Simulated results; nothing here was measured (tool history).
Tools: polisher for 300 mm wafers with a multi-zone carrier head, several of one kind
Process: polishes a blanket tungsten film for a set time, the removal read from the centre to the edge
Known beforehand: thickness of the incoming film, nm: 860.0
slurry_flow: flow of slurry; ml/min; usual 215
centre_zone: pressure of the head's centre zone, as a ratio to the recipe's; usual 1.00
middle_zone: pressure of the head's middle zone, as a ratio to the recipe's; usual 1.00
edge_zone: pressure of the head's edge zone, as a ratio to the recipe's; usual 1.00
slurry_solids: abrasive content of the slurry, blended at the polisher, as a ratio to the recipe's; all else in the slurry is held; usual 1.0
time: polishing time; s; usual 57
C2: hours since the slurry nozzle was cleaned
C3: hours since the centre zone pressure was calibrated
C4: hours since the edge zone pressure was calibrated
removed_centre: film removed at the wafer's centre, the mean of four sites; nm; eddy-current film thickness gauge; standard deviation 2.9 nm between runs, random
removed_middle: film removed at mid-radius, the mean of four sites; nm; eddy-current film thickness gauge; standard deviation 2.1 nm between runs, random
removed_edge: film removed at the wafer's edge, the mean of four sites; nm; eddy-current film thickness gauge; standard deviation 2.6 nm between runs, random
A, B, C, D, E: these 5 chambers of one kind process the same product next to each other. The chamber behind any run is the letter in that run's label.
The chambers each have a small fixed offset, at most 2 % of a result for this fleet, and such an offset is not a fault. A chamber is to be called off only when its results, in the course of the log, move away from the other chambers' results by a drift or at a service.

{"run": "1E", "hour": 10.1, "slurry_flow": 215, "centre_zone": 1.0, "middle_zone": 1.0, "edge_zone": 1.0, "slurry_solids": 1.0, "time": 57, "wafers polished on this pad": 169, "C2": 337.1, "C3": 223.2, "C4": 463.6, "removed_centre": 299.3, "removed_middle": 297.68, "removed_edge": 297.47}
{"run": "2A", "hour": 23.8, "slurry_flow": 215, "centre_zone": 1.0, "middle_zone": 1.0, "edge_zone": 1.0, "slurry_solids": 1.0, "time": 57, "wafers polished on this pad": 318, "C2": 27.9, "C3": 635.6, "C4": 237.4, "removed_centre": 297.37, "removed_middle": 292.18, "removed_edge": 294.94}
{"hour": 29.0, "done": "chamber B: worn pad replaced by a new one"}
{"run": "3D", "hour": 33.1, "slurry_flow": 215, "centre_zone": 1.0, "middle_zone": 1.0, "edge_zone": 1.0, "slurry_solids": 1.0, "time": 57, "wafers polished on this pad": 962, "C2": 320.9, "C3": 995.7, "C4": 1231.5, "removed_centre": 295.2, "removed_middle": 296.49, "removed_edge": 300.51}
{"hour": 38.7, "done": "chamber D: edge zone pressure recalibrated"}
{"run": "4C", "hour": 46.7, "slurry_flow": 215, "centre_zone": 1.0, "middle_zone": 1.0, "edge_zone": 1.0, "slurry_solids": 1.0, "time": 57, "wafers polished on this pad": 992, "C2": 81.1, "C3": 567.3, "C4": 312.0, "removed_centre": 293.79, "removed_middle": 300.33, "removed_edge": 301.4}
{"run": "5B", "hour": 53.3, "slurry_flow": 215, "centre_zone": 1.0, "middle_zone": 1.0, "edge_zone": 1.0, "slurry_solids": 1.0, "time": 57, "wafers polished on this pad": 317, "C2": 76.9, "C3": 1146.9, "C4": 183.2, "removed_centre": 298.51, "removed_middle": 293.94, "removed_edge": 295.55}
{"hour": 62.9, "done": "chamber D: worn pad replaced by a new one"}
{"run": "6E", "hour": 63.7, "slurry_flow": 215, "centre_zone": 1.0, "middle_zone": 1.0, "edge_zone": 1.0, "slurry_solids": 1.0, "time": 57, "wafers polished on this pad": 868, "C2": 390.7, "C3": 276.8, "C4": 517.2, "removed_centre": 300.53, "removed_middle": 301.73, "removed_edge": 293.37}
{"hour": 69.0, "done": "chamber B: centre zone pressure recalibrated"}
{"hour": 74.6, "done": "chamber C: centre zone pressure recalibrated"}
{"hour": 74.9, "done": "chamber C: worn pad replaced by a new one"}
{"run": "7A", "hour": 76.8, "slurry_flow": 215, "centre_zone": 1.0, "middle_zone": 1.0, "edge_zone": 1.0, "slurry_solids": 1.0, "time": 57, "wafers polished on this pad": 1009, "C2": 80.9, "C3": 688.6, "C4": 290.4, "removed_centre": 302.91, "removed_middle": 297.31, "removed_edge": 305.12}
{"run": "8B", "hour": 85.6, "slurry_flow": 215, "centre_zone": 1.0, "middle_zone": 1.0, "edge_zone": 1.0, "slurry_solids": 1.2, "time": 57, "wafers polished on this pad": 738, "C2": 109.2, "C3": 16.7, "C4": 215.5, "removed_centre": 313.69, "removed_middle": 307.82, "removed_edge": 306.76}
{"hour": 89.8, "done": "chamber A: worn pad replaced by a new one"}
{"hour": 96.9, "done": "chamber E: worn pad replaced by a new one"}
{"run": "9C", "hour": 99.7, "slurry_flow": 215, "centre_zone": 1.0, "middle_zone": 1.0, "edge_zone": 1.0, "slurry_solids": 1.2, "time": 57, "wafers polished on this pad": 324, "C2": 134.1, "C3": 25.2, "C4": 365.0, "removed_centre": 305.41, "removed_middle": 314.33, "removed_edge": 313.0}
{"run": "10D", "hour": 110.3, "slurry_flow": 215, "centre_zone": 1.0, "middle_zone": 1.0, "edge_zone": 1.0, "slurry_solids": 1.2, "time": 57, "wafers polished on this pad": 619, "C2": 398.1, "C3": 1072.9, "C4": 71.6, "removed_centre": 315.57, "removed_middle": 309.14, "removed_edge": 309.21}
{"hour": 116.3, "done": "chamber B: worn pad replaced by a new one"}
{"run": "11D", "hour": 122.7, "slurry_flow": 215, "centre_zone": 1.0, "middle_zone": 1.0, "edge_zone": 1.0, "slurry_solids": 1.2, "time": 57, "wafers polished on this pad": 780, "C2": 410.5, "C3": 1085.3, "C4": 84.0, "removed_centre": 310.43, "removed_middle": 316.53, "removed_edge": 311.04}
{"run": "12C", "hour": 130.2, "slurry_flow": 215, "centre_zone": 1.0, "middle_zone": 1.0, "edge_zone": 1.0, "slurry_solids": 1.2, "time": 57, "wafers polished on this pad": 721, "C2": 164.6, "C3": 55.7, "C4": 395.5, "removed_centre": 310.24, "removed_middle": 312.16, "removed_edge": 309.36}
{"hour": 134.0, "done": "chamber A: centre zone pressure recalibrated"}
{"run": "13A", "hour": 140.7, "slurry_flow": 215, "centre_zone": 1.0, "middle_zone": 1.0, "edge_zone": 1.0, "slurry_solids": 1.0, "time": 57, "wafers polished on this pad": 664, "C2": 144.8, "C3": 6.7, "C4": 354.3, "removed_centre": 301.09, "removed_middle": 294.66, "removed_edge": 300.33}
{"run": "14E", "hour": 151.9, "slurry_flow": 215, "centre_zone": 1.0, "middle_zone": 1.0, "edge_zone": 1.0, "slurry_solids": 1.0, "time": 57, "wafers polished on this pad": 717, "C2": 478.9, "C3": 365.0, "C4": 605.4, "removed_centre": 296.52, "removed_middle": 298.77, "removed_edge": 299.23}
{"hour": 153.5, "done": "chamber D: worn pad replaced by a new one"}
{"run": "15B", "hour": 162.2, "slurry_flow": 215, "centre_zone": 1.0, "middle_zone": 1.0, "edge_zone": 1.0, "slurry_solids": 1.0, "time": 57, "wafers polished on this pad": 598, "C2": 185.8, "C3": 93.3, "C4": 292.1, "removed_centre": 302.8, "removed_middle": 296.33, "removed_edge": 295.82}
{"run": "16A", "hour": 170.9, "slurry_flow": 215, "centre_zone": 1.0, "middle_zone": 1.0, "edge_zone": 1.0, "slurry_solids": 1.0, "time": 57, "wafers polished on this pad": 1058, "C2": 175.0, "C3": 36.9, "C4": 384.5, "removed_centre": 300.8, "removed_middle": 294.29, "removed_edge": 301.55}
{"hour": 174.9, "done": "chamber E: worn pad replaced by a new one"}
{"hour": 182.5, "done": "chamber A: worn pad replaced by a new one"}
{"run": "17D", "hour": 184.3, "slurry_flow": 215, "centre_zone": 1.0, "middle_zone": 1.0, "edge_zone": 1.0, "slurry_solids": 1.0, "time": 57, "wafers polished on this pad": 401, "C2": 472.1, "C3": 1146.9, "C4": 145.6, "removed_centre": 297.66, "removed_middle": 297.9, "removed_edge": 301.46}
{"hour": 192.6, "done": "chamber C: worn pad replaced by a new one"}
{"run": "18B", "hour": 192.9, "slurry_flow": 215, "centre_zone": 1.0, "middle_zone": 1.0, "edge_zone": 1.0, "slurry_solids": 1.0, "time": 57, "wafers polished on this pad": 998, "C2": 216.5, "C3": 124.0, "C4": 322.8, "removed_centre": 297.97, "removed_middle": 299.6, "removed_edge": 297.83}
{"run": "19E", "hour": 201.0, "slurry_flow": 215, "centre_zone": 1.0, "middle_zone": 1.0, "edge_zone": 1.0, "slurry_solids": 1.0, "time": 57, "wafers polished on this pad": 340, "C2": 528.0, "C3": 414.1, "C4": 654.5, "removed_centre": 298.52, "removed_middle": 299.85, "removed_edge": 298.5}
{"hour": 202.5, "done": "chamber B: slurry nozzle cleaned"}
{"run": "20C", "hour": 209.3, "slurry_flow": 215, "centre_zone": 1.0, "middle_zone": 1.0, "edge_zone": 1.0, "slurry_solids": 1.0, "time": 57, "wafers polished on this pad": 217, "C2": 243.7, "C3": 134.8, "C4": 474.6, "removed_centre": 296.23, "removed_middle": 301.1, "removed_edge": 299.7}
{"hour": 211.1, "done": "chamber B: worn pad replaced by a new one"}
{"run": "21A", "hour": 216.1, "slurry_flow": 215, "centre_zone": 1.0, "middle_zone": 1.0, "edge_zone": 1.0, "slurry_solids": 1.0, "time": 57, "wafers polished on this pad": 439, "C2": 220.2, "C3": 82.1, "C4": 429.7, "removed_centre": 296.9, "removed_middle": 295.59, "removed_edge": 294.4}
{"run": "22B", "hour": 223.2, "slurry_flow": 215, "centre_zone": 1.0, "middle_zone": 1.0, "edge_zone": 1.0, "slurry_solids": 1.0, "time": 57, "wafers polished on this pad": 157, "C2": 20.7, "C3": 154.3, "C4": 353.1, "removed_centre": 293.5, "removed_middle": 289.89, "removed_edge": 296.8}
{"run": "23C", "hour": 233.5, "slurry_flow": 215, "centre_zone": 1.0, "middle_zone": 1.0, "edge_zone": 1.0, "slurry_solids": 1.0, "time": 57, "wafers polished on this pad": 533, "C2": 267.9, "C3": 159.0, "C4": 498.8, "removed_centre": 301.22, "removed_middle": 298.33, "removed_edge": 298.49}
{"run": "24D", "hour": 243.9, "slurry_flow": 215, "centre_zone": 1.0, "middle_zone": 1.06, "edge_zone": 1.0, "slurry_solids": 1.0, "time": 64, "wafers polished on this pad": 1178, "C2": 531.7, "C3": 1206.5, "C4": 205.2, "removed_centre": 333.4, "removed_middle": 347.8, "removed_edge": 341.38}
{"hour": 252.5, "done": "chamber E: worn pad replaced by a new one"}
{"run": "25E", "hour": 252.7, "slurry_flow": 215, "centre_zone": 1.0, "middle_zone": 1.06, "edge_zone": 1.0, "slurry_solids": 1.0, "time": 64, "wafers polished on this pad": 3, "C2": 579.7, "C3": 465.8, "C4": 706.2, "removed_centre": 334.58, "removed_middle": 351.35, "removed_edge": 333.07}
{"hour": 258.5, "done": "chamber D: worn pad replaced by a new one"}
{"hour": 259.3, "done": "chamber C: edge zone pressure recalibrated"}
{"run": "26B", "hour": 260.9, "slurry_flow": 215, "centre_zone": 1.0, "middle_zone": 1.06, "edge_zone": 1.0, "slurry_solids": 1.0, "time": 64, "wafers polished on this pad": 649, "C2": 58.4, "C3": 192.0, "C4": 390.8, "removed_centre": 333.65, "removed_middle": 350.49, "removed_edge": 331.6}
{"run": "27E", "hour": 274.8, "slurry_flow": 215, "centre_zone": 1.0, "middle_zone": 1.06, "edge_zone": 1.0, "slurry_solids": 1.0, "time": 64, "wafers polished on this pad": 291, "C2": 601.8, "C3": 487.9, "C4": 728.3, "removed_centre": 337.32, "removed_middle": 352.49, "removed_edge": 333.85}
{"hour": 276.0, "done": "chamber A: worn pad replaced by a new one"}
{"run": "28D", "hour": 284.9, "slurry_flow": 215, "centre_zone": 1.0, "middle_zone": 1.06, "edge_zone": 1.0, "slurry_solids": 1.0, "time": 64, "wafers polished on this pad": 345, "C2": 572.7, "C3": 1247.5, "C4": 246.2, "removed_centre": 334.07, "removed_middle": 354.58, "removed_edge": 337.9}
{"run": "29A", "hour": 294.7, "slurry_flow": 215, "centre_zone": 1.0, "middle_zone": 1.0, "edge_zone": 1.0, "slurry_solids": 1.0, "time": 57, "wafers polished on this pad": 244, "C2": 298.8, "C3": 160.7, "C4": 508.3, "removed_centre": 302.17, "removed_middle": 293.65, "removed_edge": 297.68}
{"run": "30C", "hour": 308.2, "slurry_flow": 215, "centre_zone": 0.95, "middle_zone": 1.0, "edge_zone": 1.0, "slurry_solids": 1.0, "time": 70, "wafers polished on this pad": 1506, "C2": 342.6, "C3": 233.7, "C4": 49.0, "removed_centre": 345.78, "removed_middle": 369.64, "removed_edge": 364.6}
{"hour": 308.3, "done": "chamber C: worn pad replaced by a new one"}
{"hour": 310.7, "done": "chamber B: worn pad replaced by a new one"}
{"run": "31B", "hour": 321.3, "slurry_flow": 215, "centre_zone": 0.95, "middle_zone": 1.0, "edge_zone": 1.0, "slurry_solids": 1.0, "time": 70, "wafers polished on this pad": 138, "C2": 118.8, "C3": 252.4, "C4": 451.2, "removed_centre": 352.02, "removed_middle": 361.68, "removed_edge": 366.31}
{"run": "32D", "hour": 327.7, "slurry_flow": 215, "centre_zone": 0.95, "middle_zone": 1.0, "edge_zone": 1.0, "slurry_solids": 1.0, "time": 70, "wafers polished on this pad": 903, "C2": 615.5, "C3": 1290.3, "C4": 289.0, "removed_centre": 346.15, "removed_middle": 367.71, "removed_edge": 366.74}
{"hour": 338.0, "done": "chamber E: worn pad replaced by a new one"}
{"run": "33C", "hour": 340.7, "slurry_flow": 215, "centre_zone": 0.95, "middle_zone": 1.0, "edge_zone": 1.0, "slurry_solids": 1.0, "time": 70, "wafers polished on this pad": 422, "C2": 375.1, "C3": 266.2, "C4": 81.5, "removed_centre": 339.75, "removed_middle": 366.51, "removed_edge": 362.68}
{"run": "34E", "hour": 349.1, "slurry_flow": 215, "centre_zone": 0.95, "middle_zone": 1.0, "edge_zone": 1.0, "slurry_solids": 1.0, "time": 70, "wafers polished on this pad": 144, "C2": 676.1, "C3": 562.2, "C4": 802.6, "removed_centre": 352.74, "removed_middle": 367.36, "removed_edge": 366.44}
{"hour": 353.2, "done": "chamber A: worn pad replaced by a new one"}
{"run": "35A", "hour": 355.7, "slurry_flow": 215, "centre_zone": 1.0, "middle_zone": 1.0, "edge_zone": 1.0, "slurry_solids": 1.0, "time": 57, "wafers polished on this pad": 32, "C2": 359.8, "C3": 221.7, "C4": 569.3, "removed_centre": 303.32, "removed_middle": 292.94, "removed_edge": 298.76}
{"hour": 364.2, "done": "chamber D: worn pad replaced by a new one"}
{"run": "36A", "hour": 366.0, "slurry_flow": 215, "centre_zone": 1.0, "middle_zone": 1.0, "edge_zone": 0.94, "slurry_solids": 0.8, "time": 57, "wafers polished on this pad": 166, "C2": 370.1, "C3": 232.0, "C4": 579.6, "removed_centre": 286.18, "removed_middle": 279.03, "removed_edge": 276.16}
{"run": "37E", "hour": 375.5, "slurry_flow": 215, "centre_zone": 1.0, "middle_zone": 1.0, "edge_zone": 0.94, "slurry_solids": 0.8, "time": 57, "wafers polished on this pad": 488, "C2": 702.5, "C3": 588.6, "C4": 829.0, "removed_centre": 288.13, "removed_middle": 287.86, "removed_edge": 273.63}
{"run": "38B", "hour": 385.9, "slurry_flow": 215, "centre_zone": 1.0, "middle_zone": 1.0, "edge_zone": 0.94, "slurry_solids": 0.8, "time": 57, "wafers polished on this pad": 980, "C2": 183.4, "C3": 317.0, "C4": 515.8, "removed_centre": 286.85, "removed_middle": 279.39, "removed_edge": 272.54}
{"run": "39D", "hour": 396.9, "slurry_flow": 215, "centre_zone": 1.0, "middle_zone": 1.0, "edge_zone": 0.94, "slurry_solids": 0.8, "time": 57, "wafers polished on this pad": 426, "C2": 684.7, "C3": 1359.5, "C4": 358.2, "removed_centre": 283.24, "removed_middle": 282.39, "removed_edge": 273.81}
{"hour": 398.2, "done": "chamber B: worn pad replaced by a new one"}
{"run": "40C", "hour": 406.6, "slurry_flow": 215, "centre_zone": 1.0, "middle_zone": 1.0, "edge_zone": 0.94, "slurry_solids": 0.8, "time": 57, "wafers polished on this pad": 1281, "C2": 441.0, "C3": 332.1, "C4": 147.4, "removed_centre": 284.62, "removed_middle": 281.76, "removed_edge": 275.33}
{"hour": 409.9, "done": "chamber D: slurry nozzle cleaned"}
{"hour": 416.0, "done": "chamber C: worn pad replaced by a new one"}
{"run": "41B", "hour": 417.3, "slurry_flow": 215, "centre_zone": 1.0, "middle_zone": 1.0, "edge_zone": 1.0, "slurry_solids": 1.0, "time": 57, "wafers polished on this pad": 249, "C2": 214.8, "C3": 348.4, "C4": 547.2, "removed_centre": 298.26, "removed_middle": 293.34, "removed_edge": 298.95}
{"hour": 424.1, "done": "chamber D: centre zone pressure recalibrated"}
{"hour": 428.6, "done": "chamber E: centre zone pressure recalibrated"}
{"run": "42D", "hour": 430.0, "slurry_flow": 215, "centre_zone": 1.0, "middle_zone": 1.0, "edge_zone": 1.0, "slurry_solids": 1.0, "time": 57, "wafers polished on this pad": 858, "C2": 20.2, "C3": 5.9, "C4": 391.3, "removed_centre": 297.36, "removed_middle": 300.21, "removed_edge": 296.9}
{"hour": 433.4, "done": "chamber E: worn pad replaced by a new one"}
{"run": "43C", "hour": 439.9, "slurry_flow": 215, "centre_zone": 1.0, "middle_zone": 1.0, "edge_zone": 1.0, "slurry_solids": 1.0, "time": 57, "wafers polished on this pad": 311, "C2": 474.3, "C3": 365.4, "C4": 180.7, "removed_centre": 299.17, "removed_middle": 296.11, "removed_edge": 300.58}
{"run": "44E", "hour": 451.4, "slurry_flow": 215, "centre_zone": 1.0, "middle_zone": 1.0, "edge_zone": 1.0, "slurry_solids": 1.0, "time": 57, "wafers polished on this pad": 235, "C2": 778.4, "C3": 22.8, "C4": 904.9, "removed_centre": 303.74, "removed_middle": 293.58, "removed_edge": 300.38}

Decide between three cases: one chamber stands off from its peers, the gauge reading all wafers drifts, or nothing is wrong past each chamber's small offset. Where a chamber is off, say which and what most likely put it there.

Nothing is wrong: each chamber keeps only its own small, steady offset and the gauge holds still.
